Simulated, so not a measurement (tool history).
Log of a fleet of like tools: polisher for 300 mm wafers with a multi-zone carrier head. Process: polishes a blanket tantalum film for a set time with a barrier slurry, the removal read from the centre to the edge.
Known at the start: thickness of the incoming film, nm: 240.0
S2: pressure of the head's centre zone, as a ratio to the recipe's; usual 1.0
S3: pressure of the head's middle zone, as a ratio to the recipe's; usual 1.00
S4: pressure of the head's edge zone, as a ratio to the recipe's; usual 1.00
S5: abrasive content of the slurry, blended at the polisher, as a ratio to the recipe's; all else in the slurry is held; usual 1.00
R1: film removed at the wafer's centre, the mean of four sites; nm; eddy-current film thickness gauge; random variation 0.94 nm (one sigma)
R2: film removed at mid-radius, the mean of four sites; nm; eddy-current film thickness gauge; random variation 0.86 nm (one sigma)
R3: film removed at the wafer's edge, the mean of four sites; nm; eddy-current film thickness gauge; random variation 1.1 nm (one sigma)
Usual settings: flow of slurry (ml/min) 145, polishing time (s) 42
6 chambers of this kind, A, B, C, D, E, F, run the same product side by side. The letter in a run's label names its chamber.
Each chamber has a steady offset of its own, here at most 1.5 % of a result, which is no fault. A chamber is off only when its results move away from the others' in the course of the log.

-- hour=4.9 chamber F: worn pad replaced by a new one
-- hour=11.1 chamber D: worn pad replaced by a new one
run 1E hour=12.4 | flow_of_slurry_(ml/min)=145 S2=1.0 S3=1.00 S4=1.00 S5=1.00 polishing_time_(s)=42 | R1=83.427 R2=81.237 R3=83.759
-- hour=15.7 chamber C: worn pad replaced by a new one
run 2B hour=20.5 | flow_of_slurry_(ml/min)=145 S2=1.0 S3=1.00 S4=1.00 S5=1.00 polishing_time_(s)=42 | R1=79.531 R2=81.431 R3=78.111
-- hour=24.7 chamber B: worn pad replaced by a new one
run 3D hour=31.0 | flow_of_slurry_(ml/min)=145 S2=1.0 S3=1.00 S4=1.00 S5=1.00 polishing_time_(s)=42 | R1=82.347 R2=81.165 R3=82.831
-- hour=35.5 chamber E: worn pad replaced by a new one
run 4C hour=37.3 | flow_of_slurry_(ml/min)=145 S2=1.0 S3=1.00 S4=1.00 S5=1.00 polishing_time_(s)=42 | R1=82.514 R2=81.563 R3=80.849
run 5F hour=47.0 | flow_of_slurry_(ml/min)=145 S2=1.0 S3=1.00 S4=1.00 S5=1.00 polishing_time_(s)=42 | R1=81.105 R2=81.642 R3=80.082
run 6A hour=57.2 | flow_of_slurry_(ml/min)=145 S2=0.9 S3=1.00 S4=1.04 S5=1.00 polishing_time_(s)=42 | R1=72.256 R2=79.695 R3=83.338
-- hour=59.1 chamber B: edge zone pressure recalibrated
run 7F hour=63.7 | flow_of_slurry_(ml/min)=145 S2=0.9 S3=1.00 S4=1.04 S5=1.00 polishing_time_(s)=42 | R1=71.722 R2=82.617 R3=82.248
-- hour=65.3 chamber A: worn pad replaced by a new one
-- hour=70.2 chamber C: slurry nozzle cleaned
run 8D hour=72.3 | flow_of_slurry_(ml/min)=145 S2=0.9 S3=1.00 S4=1.04 S5=1.00 polishing_time_(s)=42 | R1=73.249 R2=82.665 R3=83.136
run 9A hour=80.5 | flow_of_slurry_(ml/min)=145 S2=0.9 S3=1.00 S4=1.04 S5=1.00 polishing_time_(s)=42 | R1=72.522 R2=79.699 R3=81.869
-- hour=85.8 chamber C: worn pad replaced by a new one
-- hour=89.0 chamber D: slurry nozzle cleaned
-- hour=89.5 chamber F: worn pad replaced by a new one
-- hour=90.9 chamber D: worn pad replaced by a new one
run 10C hour=92.3 | flow_of_slurry_(ml/min)=145 S2=0.9 S3=1.00 S4=1.04 S5=1.00 polishing_time_(s)=42 | R1=73.847 R2=81.336 R3=82.337
run 11B hour=105.5 | flow_of_slurry_(ml/min)=145 S2=0.9 S3=1.00 S4=1.04 S5=1.00 polishing_time_(s)=42 | R1=71.779 R2=81.673 R3=81.545
-- hour=105.6 chamber B: worn pad replaced by a new one
run 12E hour=112.9 | flow_of_slurry_(ml/min)=145 S2=1.0 S3=1.00 S4=1.00 S5=1.00 polishing_time_(s)=42 | R1=80.777 R2=80.721 R3=83.837
-- hour=115.6 chamber E: worn pad replaced by a new one
run 13E hour=124.2 | flow_of_slurry_(ml/min)=145 S2=1.0 S3=1.00 S4=1.00 S5=1.00 polishing_time_(s)=42 | R1=81.137 R2=80.631 R3=80.710
-- hour=126.2 chamber A: centre zone pressure recalibrated
run 14D hour=131.4 | flow_of_slurry_(ml/min)=145 S2=1.0 S3=1.00 S4=1.00 S5=1.00 polishing_time_(s)=42 | R1=83.243 R2=81.223 R3=83.090
-- hour=141.8 chamber D: centre zone pressure recalibrated
-- hour=144.6 chamber A: worn pad replaced by a new one
run 15C hour=144.7 | flow_of_slurry_(ml/min)=145 S2=1.0 S3=1.00 S4=1.00 S5=1.00 polishing_time_(s)=42 | R1=82.072 R2=82.439 R3=81.618
-- hour=153.7 chamber F: slurry nozzle cleaned
run 16A hour=157.9 | flow_of_slurry_(ml/min)=145 S2=1.0 S3=1.00 S4=1.00 S5=1.00 polishing_time_(s)=34 | R1=65.715 R2=65.385 R3=66.969
-- hour=163.8 chamber C: worn pad replaced by a new one
run 17F hour=166.1 | flow_of_slurry_(ml/min)=145 S2=1.0 S3=1.00 S4=1.00 S5=1.00 polishing_time_(s)=34 | R1=65.720 R2=66.054 R3=67.361
-- hour=167.5 chamber D: worn pad replaced by a new one
-- hour=171.7 chamber F: worn pad replaced by a new one
run 18B hour=176.5 | flow_of_slurry_(ml/min)=145 S2=1.0 S3=1.00 S4=1.00 S5=1.00 polishing_time_(s)=34 | R1=66.230 R2=66.533 R3=64.492
run 19B hour=185.9 | flow_of_slurry_(ml/min)=145 S2=1.0 S3=1.00 S4=1.00 S5=1.00 polishing_time_(s)=34 | R1=65.645 R2=65.746 R3=65.601
-- hour=191.2 chamber B: worn pad replaced by a new one
-- hour=193.2 chamber E: worn pad replaced by a new one
run 20F hour=197.3 | flow_of_slurry_(ml/min)=145 S2=1.0 S3=1.00 S4=1.00 S5=1.00 polishing_time_(s)=34 | R1=65.764 R2=65.385 R3=65.975
run 21D hour=205.9 | flow_of_slurry_(ml/min)=145 S2=1.0 S3=1.00 S4=1.00 S5=1.00 polishing_time_(s)=34 | R1=66.844 R2=66.376 R3=66.487
run 22E hour=218.2 | flow_of_slurry_(ml/min)=145 S2=1.0 S3=1.00 S4=1.00 S5=1.00 polishing_time_(s)=42 | R1=80.951 R2=81.588 R3=80.915
-- hour=226.5 chamber F: edge zone pressure recalibrated
run 23A hour=227.0 | flow_of_slurry_(ml/min)=145 S2=1.0 S3=1.00 S4=1.00 S5=1.00 polishing_time_(s)=42 | R1=79.592 R2=80.316 R3=81.956
-- hour=227.5 chamber A: worn pad replaced by a new one
-- hour=235.2 chamber C: worn pad replaced by a new one
run 24C hour=235.6 | flow_of_slurry_(ml/min)=145 S2=1.0 S3=1.00 S4=1.00 S5=1.00 polishing_time_(s)=42 | R1=78.762 R2=82.611 R3=80.978
-- hour=238.6 chamber D: worn pad replaced by a new one
-- hour=240.6 chamber F: worn pad replaced by a new one
-- hour=247.0 chamber E: slurry nozzle cleaned
run 25E hour=247.1 | flow_of_slurry_(ml/min)=145 S2=1.0 S3=1.00 S4=1.00 S5=1.00 polishing_time_(s)=42 | R1=82.924 R2=80.952 R3=83.250
run 26D hour=257.6 | flow_of_slurry_(ml/min)=145 S2=1.0 S3=1.00 S4=1.00 S5=1.00 polishing_time_(s)=42 | R1=82.081 R2=82.543 R3=83.285
-- hour=262.5 chamber E: worn pad replaced by a new one
run 27B hour=266.2 | flow_of_slurry_(ml/min)=180 S2=1.0 S3=0.91 S4=1.00 S5=1.00 polishing_time_(s)=42 | R1=83.594 R2=78.467 R3=81.789
run 28C hour=272.7 | flow_of_slurry_(ml/min)=180 S2=1.0 S3=0.91 S4=1.00 S5=1.00 polishing_time_(s)=42 | R1=80.241 R2=78.396 R3=83.424
run 29F hour=283.6 | flow_of_slurry_(ml/min)=180 S2=1.0 S3=0.91 S4=1.00 S5=1.00 polishing_time_(s)=42 | R1=82.947 R2=78.144 R3=82.800
-- hour=290.0 chamber B: worn pad replaced by a new one
run 30A hour=291.5 | flow_of_slurry_(ml/min)=180 S2=1.0 S3=0.91 S4=1.00 S5=1.00 polishing_time_(s)=42 | R1=85.096 R2=75.922 R3=85.309
-- hour=292.1 chamber A: worn pad replaced by a new one
run 31A hour=305.0 | flow_of_slurry_(ml/min)=180 S2=1.0 S3=0.91 S4=1.00 S5=1.00 polishing_time_(s)=42 | R1=85.569 R2=77.060 R3=84.058
-- hour=306.9 chamber D: worn pad replaced by a new one
run 32D hour=318.4 | flow_of_slurry_(ml/min)=180 S2=1.0 S3=0.91 S4=1.00 S5=1.00 polishing_time_(s)=42 | R1=85.492 R2=77.996 R3=84.568
-- hour=319.0 chamber C: worn pad replaced by a new one
-- hour=323.5 chamber F: worn pad replaced by a new one
run 33F hour=330.3 | flow_of_slurry_(ml/min)=165 S2=1.0 S3=1.00 S4=1.00 S5=1.00 polishing_time_(s)=42 | R1=82.875 R2=82.768 R3=84.252
-- hour=330.9 chamber B: slurry nozzle cleaned
-- hour=342.8 chamber E: worn pad replaced by a new one
run 34C hour=343.1 | flow_of_slurry_(ml/min)=165 S2=1.0 S3=1.00 S4=1.00 S5=1.00 polishing_time_(s)=42 | R1=76.595 R2=85.094 R3=83.165
run 35B hour=350.3 | flow_of_slurry_(ml/min)=165 S2=1.0 S3=1.00 S4=1.00 S5=1.00 polishing_time_(s)=42 | R1=82.641 R2=83.341 R3=82.149
run 36E hour=357.5 | flow_of_slurry_(ml/min)=165 S2=1.0 S3=1.00 S4=1.00 S5=1.00 polishing_time_(s)=42 | R1=84.484 R2=83.300 R3=82.057
run 37E hour=368.1 | flow_of_slurry_(ml/min)=165 S2=1.0 S3=1.00 S4=1.00 S5=1.00 polishing_time_(s)=42 | R1=85.511 R2=83.511 R3=82.396

Next, every chamber runs the same settings. What will each give?
run 38A hour=377.9 | flow_of_slurry_(ml/min)=145 S2=1.0 S3=1.00 S4=1.00 S5=0.85 polishing_time_(s)=42 | R1=? R2=? R3=?
run 38B hour=377.9 | flow_of_slurry_(ml/min)=145 S2=1.0 S3=1.00 S4=1.00 S5=0.85 polishing_time_(s)=42 | R1=? R2=? R3=?
run 38C hour=377.9 | flow_of_slurry_(ml/min)=145 S2=1.0 S3=1.00 S4=1.00 S5=0.85 polishing_time_(s)=42 | R1=? R2=? R3=?
run 38D hour=377.9 | flow_of_slurry_(ml/min)=145 S2=1.0 S3=1.00 S4=1.00 S5=0.85 polishing_time_(s)=42 | R1=? R2=? R3=?
run 38E hour=377.9 | flow_of_slurry_(ml/min)=145 S2=1.0 S3=1.00 S4=1.00 S5=0.85 polishing_time_(s)=42 | R1=? R2=? R3=?
run 38F hour=377.9 | flow_of_slurry_(ml/min)=145 S2=1.0 S3=1.00 S4=1.00 S5=0.85 polishing_time_(s)=42 | R1=? R2=? R3=?

run=38A R1=76.715 R2=76.450 R3=76.925
run=38B R1=74.362 R2=77.353 R3=76.713
run=38C R1=68.939 R2=78.292 R3=77.234
run=38D R1=78.081 R2=76.471 R3=78.945
run=38E R1=77.921 R2=78.627 R3=78.585
run=38F R1=75.600 R2=76.955 R3=77.439
